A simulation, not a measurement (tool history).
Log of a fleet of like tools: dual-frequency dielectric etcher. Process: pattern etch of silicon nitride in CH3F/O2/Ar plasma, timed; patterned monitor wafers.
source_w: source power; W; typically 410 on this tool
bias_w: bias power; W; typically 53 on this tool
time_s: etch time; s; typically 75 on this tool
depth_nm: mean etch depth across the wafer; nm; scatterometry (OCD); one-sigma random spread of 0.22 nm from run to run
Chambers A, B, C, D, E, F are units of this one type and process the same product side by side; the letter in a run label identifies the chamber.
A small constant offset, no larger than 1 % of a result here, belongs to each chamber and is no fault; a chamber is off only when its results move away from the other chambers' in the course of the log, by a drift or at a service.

| run | hour | source_w | bias_w | time_s | hours since the last wet clean | hours since the last source power generator calibration | hours since the last bias power generator calibration | read-back reference wafer on the same gauge, depth_nm | depth_nm |
|---|---|---|---|---|---|---|---|---|---|
| 1A | 5.4 | 410 | 53 | 75 | 10.9 | 1007.1 | 1682.1 | 48.561 | 47.351 |
| 2F | 12.2 | 410 | 53 | 75 | 204.9 | 1621.1 | 407.4 | 48.53 | 47.908 |
| 3B | 16.1 | 410 | 53 | 75 | 127.3 | 291 | 2834.8 | 48.633 | 47.887 |
| 4E | 21.2 | 410 | 53 | 75 | 152 | 594.3 | 2770 | 48.555 | 48.165 |
| 5D | 27.3 | 410 | 53 | 75 | 491.3 | 1773.8 | 84.6 | 48.616 | 47.931 |
| 6C | 31 | 410 | 49 | 90.5 | 246.6 | 1530.9 | 3037.6 | 48.607 | 56.259 |
| 7E | 34.6 | 410 | 49 | 90.5 | 165.4 | 607.7 | 2783.4 | 48.639 | 57.117 |
| 8D | 41.5 | 410 | 49 | 90.5 | 505.5 | 1788 | 98.8 | 48.6 | 56.333 |
| 9C | 48.8 | 410 | 49 | 90.5 | 264.4 | 1548.7 | 3055.4 | 48.558 | 56.158 |
| 10F | 53.1 | 410 | 49 | 90.5 | 245.8 | 1662 | 448.3 | 48.643 | 56.751 |
| 11B | 59.5 | 410 | 49 | 90.5 | 170.7 | 334.4 | 2878.2 | 48.648 | 55.787 |
| 12A | 67.5 | 410 | 53 | 75 | 73 | 1069.2 | 1744.2 | 48.614 | 47.572 |
| 13A | 74 | 480 | 53 | 86.5 | 79.5 | 1075.7 | 1750.7 | 48.651 | 57.988 |
| 14F | 81.9 | 480 | 53 | 86.5 | 274.6 | 1690.8 | 477.1 | 48.572 | 58.594 |
| 15C | 87.8 | 480 | 53 | 86.5 | 303.4 | 1587.7 | 3094.4 | 48.542 | 57.855 |
| 16B | 93.9 | 480 | 53 | 86.5 | 205.1 | 368.8 | 2912.6 | 48.589 | 58.171 |
| 17D | 98.9 | 480 | 53 | 86.5 | 562.9 | 1845.4 | 156.2 | 48.611 | 58.841 |
| 18E | 106.1 | 480 | 53 | 86.5 | 236.9 | 679.2 | 2854.9 | 48.612 | 59.048 |
| 19E | 111.3 | 410 | 53 | 75 | 242.1 | 684.4 | 2860.1 | 48.618 | 48.391 |
| 20B | 116.1 | 410 | 53 | 75 | 227.3 | 391 | 2934.8 | 48.613 | 46.965 |
| 21D | 122.7 | 410 | 53 | 75 | 586.7 | 1869.2 | 180 | 48.634 | 47.25 |
| 22C | 129.8 | 410 | 53 | 75 | 345.4 | 1629.7 | 3136.4 | 48.578 | 47.817 |
| 23F | 137 | 410 | 53 | 75 | 329.7 | 1745.9 | 532.2 | 48.593 | 47.58 |
|  | 142.7 | chamber D: wet clean of the chamber |
| 24A | 142.7 | 410 | 53 | 63 | 148.2 | 1144.4 | 1819.4 | 48.567 | 39.879 |
| 25C | 150.1 | 410 | 53 | 63 | 365.7 | 1650 | 3156.7 | 48.604 | 39.964 |
| 26A | 157.7 | 410 | 53 | 63 | 163.2 | 1159.4 | 1834.4 | 48.625 | 39.854 |
| 27F | 165.1 | 410 | 53 | 63 | 357.8 | 1774 | 560.3 | 48.598 | 40.28 |
| 28E | 169.4 | 410 | 53 | 63 | 300.2 | 742.5 | 2918.2 | 48.549 | 40.487 |
| 29B | 174.3 | 410 | 53 | 63 | 285.5 | 449.2 | 2993 | 48.562 | 38.919 |
| 30D | 178.2 | 410 | 53 | 75 | 35.6 | 1924.7 | 235.5 | 48.591 | 47.929 |
| 31C | 183.2 | 410 | 53 | 75 | 398.8 | 1683.1 | 3189.8 | 48.591 | 47.953 |
| 32E | 190.3 | 470 | 53 | 60.5 | 321.1 | 763.4 | 2939.1 | 48.588 | 41.269 |
| 33A | 197.5 | 470 | 53 | 60.5 | 203 | 1199.2 | 1874.2 | 48.616 | 40.488 |
| 34B | 205.2 | 470 | 53 | 60.5 | 316.4 | 480.1 | 3023.9 | 48.618 | 39.155 |
| 35D | 210.9 | 470 | 53 | 60.5 | 68.3 | 1957.4 | 268.2 | 48.585 | 40.41 |
| 36F | 217.7 | 470 | 53 | 60.5 | 410.4 | 1826.6 | 612.9 | 48.556 | 40.781 |
| 37E | 224.1 | 470 | 53 | 60.5 | 354.9 | 797.2 | 2972.9 | 48.566 | 41.182 |

Has any chamber moved away from the others, gradually or after a service, or does the common gauge drift, or do the chambers differ only by their own small steady offsets? State the chamber and the most likely cause if one applies.

It is chamber B that slowly wanders off from its peers.
Most likely cause: etch rate under this chamber's usual, % = 4.51.

Here are 4 candidates for chamber B's next run, each the usual settings with a change, their results left as question marks. Which one brings its results back in line with what the others give on the usual settings?
In line means no further than this from the other chambers' mean on the usual settings: depth_nm 0.78 nm
| 38B-1 | 229.9 | 410 | 54 | 78.5 |  |  |  |  | ? |
| 38B-2 | 229.9 | 410 | 52 | 71.5 |  |  |  |  | ? |
| 38B-3 | 229.9 | 410 | 53 | 74 |  |  |  |  | ? |
| 38B-4 | 229.9 | 410 | 53 | 76 |  |  |  |  | ? |

The mean the other chambers reach with the usual settings: depth_nm 47.854 nm
| run | depth_nm |
|---|---|
| 38B-1 | 47.808 |
| 38B-2 | 43.018 |
| 38B-3 | 44.796 |
| 38B-4 | 46.007 |
38B-1 puts the chamber back in line with the other chambers.
